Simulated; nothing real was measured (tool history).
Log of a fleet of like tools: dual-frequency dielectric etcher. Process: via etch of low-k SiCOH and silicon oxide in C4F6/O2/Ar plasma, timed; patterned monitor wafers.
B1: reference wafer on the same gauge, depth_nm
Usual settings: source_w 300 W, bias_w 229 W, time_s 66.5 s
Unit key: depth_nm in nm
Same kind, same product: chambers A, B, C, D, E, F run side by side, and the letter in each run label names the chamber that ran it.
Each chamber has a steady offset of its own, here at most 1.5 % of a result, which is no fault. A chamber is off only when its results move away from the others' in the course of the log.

{"run": "1F", "day": 0.4, "source_w": 300, "bias_w": 229, "time_s": 66.5, "B1": 181.06, "depth_nm": 169.14}
{"run": "2C", "day": 0.8, "source_w": 300, "bias_w": 229, "time_s": 66.5, "B1": 180.91, "depth_nm": 167.35}
{"run": "3A", "day": 1.033, "source_w": 300, "bias_w": 229, "time_s": 66.5, "B1": 181.16, "depth_nm": 167.08}
{"run": "4E", "day": 1.262, "source_w": 300, "bias_w": 229, "time_s": 66.5, "B1": 180.93, "depth_nm": 166.25}
{"run": "5B", "day": 1.529, "source_w": 300, "bias_w": 229, "time_s": 66.5, "B1": 180.77, "depth_nm": 168.64}
{"run": "6D", "day": 1.946, "source_w": 300, "bias_w": 229, "time_s": 66.5, "B1": 180.81, "depth_nm": 167.78}
{"run": "7B", "day": 2.225, "source_w": 300, "bias_w": 229, "time_s": 66.5, "B1": 180.85, "depth_nm": 169.17}
{"run": "8C", "day": 2.558, "source_w": 300, "bias_w": 229, "time_s": 66.5, "B1": 181.15, "depth_nm": 168.03}
{"run": "9A", "day": 2.992, "source_w": 300, "bias_w": 229, "time_s": 66.5, "B1": 180.89, "depth_nm": 168.12}
{"run": "10E", "day": 3.371, "source_w": 300, "bias_w": 229, "time_s": 66.5, "B1": 180.75, "depth_nm": 166.41}
{"run": "11D", "day": 3.65, "source_w": 300, "bias_w": 229, "time_s": 66.5, "B1": 181.07, "depth_nm": 167.72}
{"day": 4.008, "done": "chamber D: wet clean of the chamber"}
{"run": "12F", "day": 4.075, "source_w": 300, "bias_w": 229, "time_s": 66.5, "B1": 180.89, "depth_nm": 169.64}
{"run": "13E", "day": 4.358, "source_w": 300, "bias_w": 229, "time_s": 66.5, "B1": 180.97, "depth_nm": 166.74}
{"day": 4.396, "done": "chamber A: source power generator calibrated"}
{"run": "14B", "day": 4.554, "source_w": 300, "bias_w": 229, "time_s": 66.5, "B1": 181.02, "depth_nm": 168.33}
{"run": "15F", "day": 4.783, "source_w": 300, "bias_w": 229, "time_s": 66.5, "B1": 180.67, "depth_nm": 168.62}
{"run": "16D", "day": 5.025, "source_w": 300, "bias_w": 229, "time_s": 66.5, "B1": 181.1, "depth_nm": 172.51}
{"run": "17C", "day": 5.267, "source_w": 300, "bias_w": 229, "time_s": 66.5, "B1": 181.14, "depth_nm": 168.72}
{"run": "18A", "day": 5.571, "source_w": 300, "bias_w": 229, "time_s": 66.5, "B1": 181.06, "depth_nm": 167.02}
{"run": "19F", "day": 5.942, "source_w": 300, "bias_w": 229, "time_s": 66.5, "B1": 180.96, "depth_nm": 168.32}
{"run": "20D", "day": 6.171, "source_w": 300, "bias_w": 229, "time_s": 66.5, "B1": 180.91, "depth_nm": 172.84}
{"run": "21A", "day": 6.396, "source_w": 260, "bias_w": 229, "time_s": 66.5, "B1": 181.07, "depth_nm": 159.39}
{"run": "22C", "day": 6.579, "source_w": 260, "bias_w": 229, "time_s": 66.5, "B1": 180.94, "depth_nm": 159.32}
{"run": "23E", "day": 6.796, "source_w": 260, "bias_w": 229, "time_s": 66.5, "B1": 180.77, "depth_nm": 158.03}
{"run": "24B", "day": 7.121, "source_w": 260, "bias_w": 229, "time_s": 66.5, "B1": 181.08, "depth_nm": 160.52}
{"run": "25A", "day": 7.312, "source_w": 260, "bias_w": 229, "time_s": 66.5, "B1": 181.16, "depth_nm": 159.78}
{"run": "26D", "day": 7.538, "source_w": 260, "bias_w": 229, "time_s": 66.5, "B1": 180.98, "depth_nm": 162.92}
{"run": "27C", "day": 7.721, "source_w": 300, "bias_w": 229, "time_s": 66.5, "B1": 181.03, "depth_nm": 169.01}
{"run": "28B", "day": 8.079, "source_w": 300, "bias_w": 229, "time_s": 66.5, "B1": 181.15, "depth_nm": 168.09}
{"run": "29F", "day": 8.475, "source_w": 300, "bias_w": 229, "time_s": 66.5, "B1": 180.89, "depth_nm": 168.91}
{"run": "30E", "day": 8.808, "source_w": 300, "bias_w": 229, "time_s": 66.5, "B1": 180.91, "depth_nm": 165.12}
{"run": "31C", "day": 9.15, "source_w": 300, "bias_w": 229, "time_s": 66.5, "B1": 181.08, "depth_nm": 168.15}
{"run": "32A", "day": 9.512, "source_w": 300, "bias_w": 229, "time_s": 66.5, "B1": 180.7, "depth_nm": 167.36}
{"run": "33E", "day": 9.917, "source_w": 300, "bias_w": 258, "time_s": 66.5, "B1": 181.01, "depth_nm": 173.46}
{"run": "34D", "day": 10.279, "source_w": 300, "bias_w": 258, "time_s": 66.5, "B1": 181.08, "depth_nm": 178.19}
{"run": "35B", "day": 10.488, "source_w": 300, "bias_w": 258, "time_s": 66.5, "B1": 181.05, "depth_nm": 177.1}
{"run": "36F", "day": 10.767, "source_w": 300, "bias_w": 258, "time_s": 66.5, "B1": 180.98, "depth_nm": 176.91}
{"run": "37C", "day": 11.112, "source_w": 300, "bias_w": 258, "time_s": 66.5, "B1": 181.03, "depth_nm": 174.36}
{"day": 11.367, "done": "chamber E: wet clean of the chamber"}
{"run": "38B", "day": 11.433, "source_w": 300, "bias_w": 258, "time_s": 66.5, "B1": 181.03, "depth_nm": 177.01}
{"day": 11.45, "done": "chamber F: bias power generator calibrated"}
{"run": "39A", "day": 11.762, "source_w": 300, "bias_w": 229, "time_s": 66.5, "B1": 180.81, "depth_nm": 166.99}
{"run": "40F", "day": 11.962, "source_w": 300, "bias_w": 229, "time_s": 66.5, "B1": 181.17, "depth_nm": 168.5}
{"day": 12.108, "done": "chamber C: wet clean of the chamber"}
{"run": "41E", "day": 12.158, "source_w": 370, "bias_w": 229, "time_s": 66.5, "B1": 180.97, "depth_nm": 179.95}
{"run": "42D", "day": 12.483, "source_w": 370, "bias_w": 229, "time_s": 66.5, "B1": 180.79, "depth_nm": 185.55}
{"run": "43C", "day": 12.796, "source_w": 370, "bias_w": 229, "time_s": 66.5, "B1": 181.09, "depth_nm": 183.36}
{"run": "44F", "day": 13.025, "source_w": 370, "bias_w": 229, "time_s": 66.5, "B1": 180.9, "depth_nm": 182.98}

All 6 chambers run these settings next. Forecast each chamber's results:
{"run": "45A", "day": 13.333, "source_w": 300, "bias_w": 229, "time_s": 51.0, "depth_nm": "?"}
{"run": "45B", "day": 13.333, "source_w": 300, "bias_w": 229, "time_s": 51.0, "depth_nm": "?"}
{"run": "45C", "day": 13.333, "source_w": 300, "bias_w": 229, "time_s": 51.0, "depth_nm": "?"}
{"run": "45D", "day": 13.333, "source_w": 300, "bias_w": 229, "time_s": 51.0, "depth_nm": "?"}
{"run": "45E", "day": 13.333, "source_w": 300, "bias_w": 229, "time_s": 51.0, "depth_nm": "?"}
{"run": "45F", "day": 13.333, "source_w": 300, "bias_w": 229, "time_s": 51.0, "depth_nm": "?"}

run=45A depth_nm=129.68
run=45B depth_nm=129.91
run=45C depth_nm=129.04
run=45D depth_nm=133.14
run=45E depth_nm=128.13
run=45F depth_nm=128.83
